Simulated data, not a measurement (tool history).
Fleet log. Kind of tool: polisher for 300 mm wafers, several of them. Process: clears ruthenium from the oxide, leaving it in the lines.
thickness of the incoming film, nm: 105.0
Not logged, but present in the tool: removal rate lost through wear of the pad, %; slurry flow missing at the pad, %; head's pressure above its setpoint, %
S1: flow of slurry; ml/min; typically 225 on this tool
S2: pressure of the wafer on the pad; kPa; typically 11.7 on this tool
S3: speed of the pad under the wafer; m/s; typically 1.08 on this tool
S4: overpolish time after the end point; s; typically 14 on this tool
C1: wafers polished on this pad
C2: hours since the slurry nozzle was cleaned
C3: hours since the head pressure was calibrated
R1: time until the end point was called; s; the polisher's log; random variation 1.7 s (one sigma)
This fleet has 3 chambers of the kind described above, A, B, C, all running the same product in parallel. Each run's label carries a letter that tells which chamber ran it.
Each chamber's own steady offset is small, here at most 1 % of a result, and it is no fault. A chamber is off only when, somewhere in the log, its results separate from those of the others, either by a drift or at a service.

{"run": "1C", "hour": 13.2, "S1": 225, "S2": 11.7, "S3": 1.08, "S4": 14, "C1": 346, "C2": 702.5, "C3": 886.2, "R1": 107.6}
{"hour": 19.0, "done": "chamber C: slurry nozzle cleaned"}
{"run": "2A", "hour": 21.4, "S1": 225, "S2": 11.7, "S3": 1.08, "S4": 14, "C1": 697, "C2": 41.2, "C3": 751.8, "R1": 106.77}
{"hour": 24.1, "done": "chamber A: worn pad replaced by a new one"}
{"run": "3B", "hour": 36.5, "S1": 225, "S2": 11.7, "S3": 1.08, "S4": 14, "C1": 1134, "C2": 150.2, "C3": 881.8, "R1": 105.5}
{"run": "4B", "hour": 49.7, "S1": 225, "S2": 11.7, "S3": 1.08, "S4": 14, "C1": 1242, "C2": 163.4, "C3": 895.0, "R1": 107.71}
{"hour": 52.9, "done": "chamber B: worn pad replaced by a new one"}
{"run": "5C", "hour": 58.7, "S1": 225, "S2": 8.3, "S3": 1.08, "S4": 6, "C1": 717, "C2": 39.8, "C3": 931.7, "R1": 152.24}
{"hour": 66.7, "done": "chamber C: worn pad replaced by a new one"}
{"run": "6A", "hour": 66.9, "S1": 225, "S2": 8.3, "S3": 1.08, "S4": 6, "C1": 350, "C2": 86.7, "C3": 797.3, "R1": 151.45}
{"hour": 76.5, "done": "chamber B: head pressure recalibrated"}
{"run": "7A", "hour": 80.7, "S1": 225, "S2": 8.3, "S3": 1.08, "S4": 6, "C1": 462, "C2": 100.5, "C3": 811.1, "R1": 150.97}
{"run": "8C", "hour": 96.3, "S1": 225, "S2": 11.7, "S3": 1.08, "S4": 14, "C1": 242, "C2": 77.4, "C3": 969.3, "R1": 108.85}
{"run": "9B", "hour": 106.0, "S1": 225, "S2": 11.7, "S3": 1.08, "S4": 14, "C1": 434, "C2": 219.7, "C3": 29.5, "R1": 108.83}
{"run": "10A", "hour": 120.0, "S1": 225, "S2": 11.7, "S3": 1.08, "S4": 14, "C1": 783, "C2": 139.8, "C3": 850.4, "R1": 104.95}
{"hour": 127.3, "done": "chamber A: worn pad replaced by a new one"}
{"run": "11B", "hour": 132.7, "S1": 170, "S2": 11.7, "S3": 1.08, "S4": 14, "C1": 651, "C2": 246.4, "C3": 56.2, "R1": 109.13}
{"run": "12C", "hour": 140.3, "S1": 170, "S2": 11.7, "S3": 1.08, "S4": 14, "C1": 601, "C2": 121.4, "C3": 1013.3, "R1": 110.52}
{"hour": 150.6, "done": "chamber B: slurry nozzle cleaned"}
{"run": "13A", "hour": 150.8, "S1": 170, "S2": 11.7, "S3": 1.08, "S4": 14, "C1": 191, "C2": 170.6, "C3": 881.2, "R1": 109.64}
{"run": "14C", "hour": 161.3, "S1": 225, "S2": 11.7, "S3": 1.08, "S4": 14, "C1": 772, "C2": 142.4, "C3": 1034.3, "R1": 106.05}
{"hour": 166.2, "done": "chamber C: worn pad replaced by a new one"}
{"run": "15B", "hour": 171.2, "S1": 225, "S2": 11.7, "S3": 1.08, "S4": 14, "C1": 966, "C2": 20.6, "C3": 94.7, "R1": 105.64}
{"run": "16C", "hour": 178.5, "S1": 160, "S2": 11.7, "S3": 1.08, "S4": 19, "C1": 100, "C2": 159.6, "C3": 1051.5, "R1": 111.2}
{"hour": 191.7, "done": "chamber A: head pressure recalibrated"}
{"run": "17B", "hour": 192.6, "S1": 160, "S2": 11.7, "S3": 1.08, "S4": 19, "C1": 1140, "C2": 42.0, "C3": 116.1, "R1": 111.8}
{"hour": 197.0, "done": "chamber A: slurry nozzle cleaned"}
{"hour": 198.8, "done": "chamber B: worn pad replaced by a new one"}
{"run": "18A", "hour": 206.8, "S1": 160, "S2": 11.7, "S3": 1.08, "S4": 19, "C1": 649, "C2": 9.9, "C3": 15.2, "R1": 111.95}
{"run": "19C", "hour": 216.5, "S1": 225, "S2": 11.7, "S3": 1.08, "S4": 14, "C1": 411, "C2": 197.6, "C3": 1089.5, "R1": 105.53}
{"hour": 225.0, "done": "chamber A: worn pad replaced by a new one"}
{"run": "20B", "hour": 230.0, "S1": 170, "S2": 11.7, "S3": 1.08, "S4": 14, "C1": 255, "C2": 79.4, "C3": 153.5, "R1": 109.8}
{"run": "21A", "hour": 243.3, "S1": 170, "S2": 11.7, "S3": 1.08, "S4": 14, "C1": 149, "C2": 46.4, "C3": 51.7, "R1": 109.76}
{"run": "22A", "hour": 256.0, "S1": 170, "S2": 11.7, "S3": 1.08, "S4": 14, "C1": 253, "C2": 59.1, "C3": 64.4, "R1": 110.51}
{"hour": 260.7, "done": "chamber C: worn pad replaced by a new one"}
{"run": "23C", "hour": 266.9, "S1": 225, "S2": 11.7, "S3": 1.08, "S4": 14, "C1": 50, "C2": 248.0, "C3": 1139.9, "R1": 108.67}
{"run": "24B", "hour": 275.0, "S1": 225, "S2": 11.7, "S3": 1.08, "S4": 14, "C1": 622, "C2": 124.4, "C3": 198.5, "R1": 105.13}
{"run": "25A", "hour": 283.1, "S1": 225, "S2": 11.7, "S3": 1.08, "S4": 14, "C1": 474, "C2": 86.2, "C3": 91.5, "R1": 106.88}
{"run": "26C", "hour": 294.1, "S1": 225, "S2": 11.7, "S3": 1.08, "S4": 14, "C1": 272, "C2": 275.2, "C3": 1167.1, "R1": 105.0}
{"hour": 305.7, "done": "chamber A: worn pad replaced by a new one"}
{"run": "27B", "hour": 308.0, "S1": 225, "S2": 11.7, "S3": 1.08, "S4": 14, "C1": 892, "C2": 157.4, "C3": 231.5, "R1": 104.44}
{"run": "28A", "hour": 319.3, "S1": 225, "S2": 11.7, "S3": 1.08, "S4": 14, "C1": 111, "C2": 122.4, "C3": 127.7, "R1": 108.59}
{"run": "29B", "hour": 328.4, "S1": 225, "S2": 11.7, "S3": 1.08, "S4": 14, "C1": 1058, "C2": 177.8, "C3": 251.9, "R1": 105.17}
{"run": "30C", "hour": 336.5, "S1": 225, "S2": 11.7, "S3": 1.08, "S4": 14, "C1": 618, "C2": 317.6, "C3": 1209.5, "R1": 106.96}
{"hour": 338.8, "done": "chamber B: worn pad replaced by a new one"}
{"run": "31A", "hour": 348.0, "S1": 270, "S2": 11.7, "S3": 1.08, "S4": 18, "C1": 345, "C2": 151.1, "C3": 156.4, "R1": 104.78}
{"hour": 356.2, "done": "chamber C: head pressure recalibrated"}
{"run": "32C", "hour": 361.4, "S1": 270, "S2": 11.7, "S3": 1.08, "S4": 18, "C1": 822, "C2": 342.5, "C3": 5.2, "R1": 103.45}
{"hour": 367.2, "done": "chamber C: worn pad replaced by a new one"}
{"run": "33B", "hour": 376.3, "S1": 270, "S2": 11.7, "S3": 1.08, "S4": 18, "C1": 306, "C2": 225.7, "C3": 299.8, "R1": 104.54}
{"hour": 390.3, "done": "chamber B: slurry nozzle cleaned"}
{"run": "34B", "hour": 391.0, "S1": 225, "S2": 11.7, "S3": 1.08, "S4": 14, "C1": 426, "C2": 0.8, "C3": 314.5, "R1": 106.64}
{"run": "35A", "hour": 398.3, "S1": 225, "S2": 11.7, "S3": 1.08, "S4": 14, "C1": 756, "C2": 201.4, "C3": 206.7, "R1": 108.83}
{"run": "36C", "hour": 406.3, "S1": 225, "S2": 11.7, "S3": 1.08, "S4": 14, "C1": 319, "C2": 387.4, "C3": 50.1, "R1": 105.07}
{"hour": 407.3, "done": "chamber A: worn pad replaced by a new one"}
{"run": "37A", "hour": 420.8, "S1": 225, "S2": 11.7, "S3": 1.08, "S4": 14, "C1": 110, "C2": 223.9, "C3": 229.2, "R1": 105.68}
{"run": "38C", "hour": 437.3, "S1": 225, "S2": 11.7, "S3": 1.08, "S4": 14, "C1": 572, "C2": 418.4, "C3": 81.1, "R1": 107.12}
{"run": "39B", "hour": 453.2, "S1": 225, "S2": 11.7, "S3": 1.08, "S4": 14, "C1": 934, "C2": 63.0, "C3": 376.7, "R1": 105.3}
{"run": "40A", "hour": 463.8, "S1": 225, "S2": 11.7, "S3": 1.08, "S4": 14, "C1": 461, "C2": 266.9, "C3": 272.2, "R1": 105.13}

Next, every chamber runs the same settings. What will each give?
{"run": "41A", "hour": 475.7, "S1": 225, "S2": 9.0, "S3": 1.08, "S4": 14, "R1": "?"}
{"run": "41B", "hour": 475.7, "S1": 225, "S2": 9.0, "S3": 1.08, "S4": 14, "R1": "?"}
{"run": "41C", "hour": 475.7, "S1": 225, "S2": 9.0, "S3": 1.08, "S4": 14, "R1": "?"}

run=41A R1=136.94
run=41B R1=137.77
run=41C R1=140.38

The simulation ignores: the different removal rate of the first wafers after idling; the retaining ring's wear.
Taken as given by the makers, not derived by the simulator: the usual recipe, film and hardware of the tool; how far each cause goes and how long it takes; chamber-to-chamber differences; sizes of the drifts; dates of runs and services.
